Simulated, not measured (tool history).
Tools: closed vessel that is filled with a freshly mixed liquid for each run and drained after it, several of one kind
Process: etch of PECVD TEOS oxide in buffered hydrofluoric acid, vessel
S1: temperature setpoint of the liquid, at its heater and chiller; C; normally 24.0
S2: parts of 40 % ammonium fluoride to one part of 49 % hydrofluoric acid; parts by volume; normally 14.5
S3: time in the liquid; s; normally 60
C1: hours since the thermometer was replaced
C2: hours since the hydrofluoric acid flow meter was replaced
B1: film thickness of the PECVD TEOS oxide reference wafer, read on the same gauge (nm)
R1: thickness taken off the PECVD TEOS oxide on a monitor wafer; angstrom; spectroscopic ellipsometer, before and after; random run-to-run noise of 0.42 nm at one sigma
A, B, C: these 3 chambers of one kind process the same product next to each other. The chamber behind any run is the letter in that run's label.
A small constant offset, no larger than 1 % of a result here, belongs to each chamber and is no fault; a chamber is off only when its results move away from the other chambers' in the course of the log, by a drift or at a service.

run,day,S1,S2,S3,C1,C2,B1,R1
1A,0.238,24.0,14.5,60,361.9,1538.6,29.984,521.58
2B,0.508,24.0,14.5,60,563.2,359.1,29.986,512.33
3C,0.854,24.0,14.5,60,748.9,1480.6,30.004,525.95
4C,1.179,24.0,14.5,60,756.7,1488.4,29.961,519.29
5A,1.492,24.0,14.5,60,392.0,1568.7,29.978,514.75
6B,1.838,20.5,14.5,60,595.1,391.0,30.018,427.14
7C,2.175,20.5,14.5,60,780.6,1512.3,29.964,435.29
8A,2.417,20.5,14.5,60,414.2,1590.9,30.021,427.53
9B,2.671,24.0,14.5,60,615.1,411.0,30.008,516.16
# day 2.704: chamber C: thermometer replaced
10A,2.958,24.0,14.5,60,427.2,1603.9,30.024,512.55
11C,3.192,24.0,14.5,60,11.8,1536.7,30.002,515.41
12B,3.508,24.0,11.0,85,635.2,431.1,29.986,968.10
13A,3.779,24.0,11.0,85,446.9,1623.6,30.007,957.52
14B,4.025,24.0,11.0,85,647.6,443.5,30.043,954.74
15C,4.375,24.0,14.5,60,40.2,1565.1,30.011,530.66
16A,4.625,24.0,14.5,60,467.2,1643.9,30.004,516.43
17C,4.925,24.0,14.5,60,53.4,1578.3,29.989,516.94
18B,5.133,24.0,14.5,60,674.2,470.1,29.969,505.80
19B,5.412,24.0,14.5,60,680.9,476.8,30.002,506.62
20A,5.650,24.0,14.5,60,491.8,1668.5,30.000,514.06
21C,5.954,24.0,14.5,60,78.1,1603.0,30.008,519.15
22C,6.242,24.0,14.5,60,85.0,1609.9,30.018,526.98
23B,6.408,24.0,14.5,60,704.8,500.7,30.007,493.23
24A,6.688,24.0,14.5,60,516.7,1693.4,29.982,518.31
25B,6.883,19.0,19.0,60,716.2,512.1,30.004,285.06
26A,7.062,19.0,19.0,60,525.7,1702.4,29.985,299.47
27C,7.350,19.0,19.0,60,111.6,1636.5,30.006,304.33
28B,7.679,24.0,14.5,60,735.3,531.2,30.002,491.69
29C,7.850,28.5,20.0,60,123.6,1648.5,29.978,483.82
30A,8.188,28.5,20.0,60,552.7,1729.4,30.011,474.81
31B,8.342,28.5,20.0,60,751.2,547.1,30.036,460.21
32A,8.604,24.0,14.5,60,562.7,1739.4,30.000,518.43
33C,8.942,24.0,14.5,60,149.8,1674.7,30.002,521.80
34A,9.242,24.0,14.5,60,578.0,1754.7,29.969,513.21
35B,9.404,24.0,14.5,60,776.7,572.6,29.980,466.33
36C,9.604,24.0,14.5,60,165.7,1690.6,29.985,527.47

Predict what each chamber gives when all 3 of them run the settings below next.
37A,9.858,24.0,14.5,60,,,,?
37B,9.858,24.0,14.5,60,,,,?
37C,9.858,24.0,14.5,60,,,,?

run,R1
37A,516.78
37B,472.63
37C,520.55
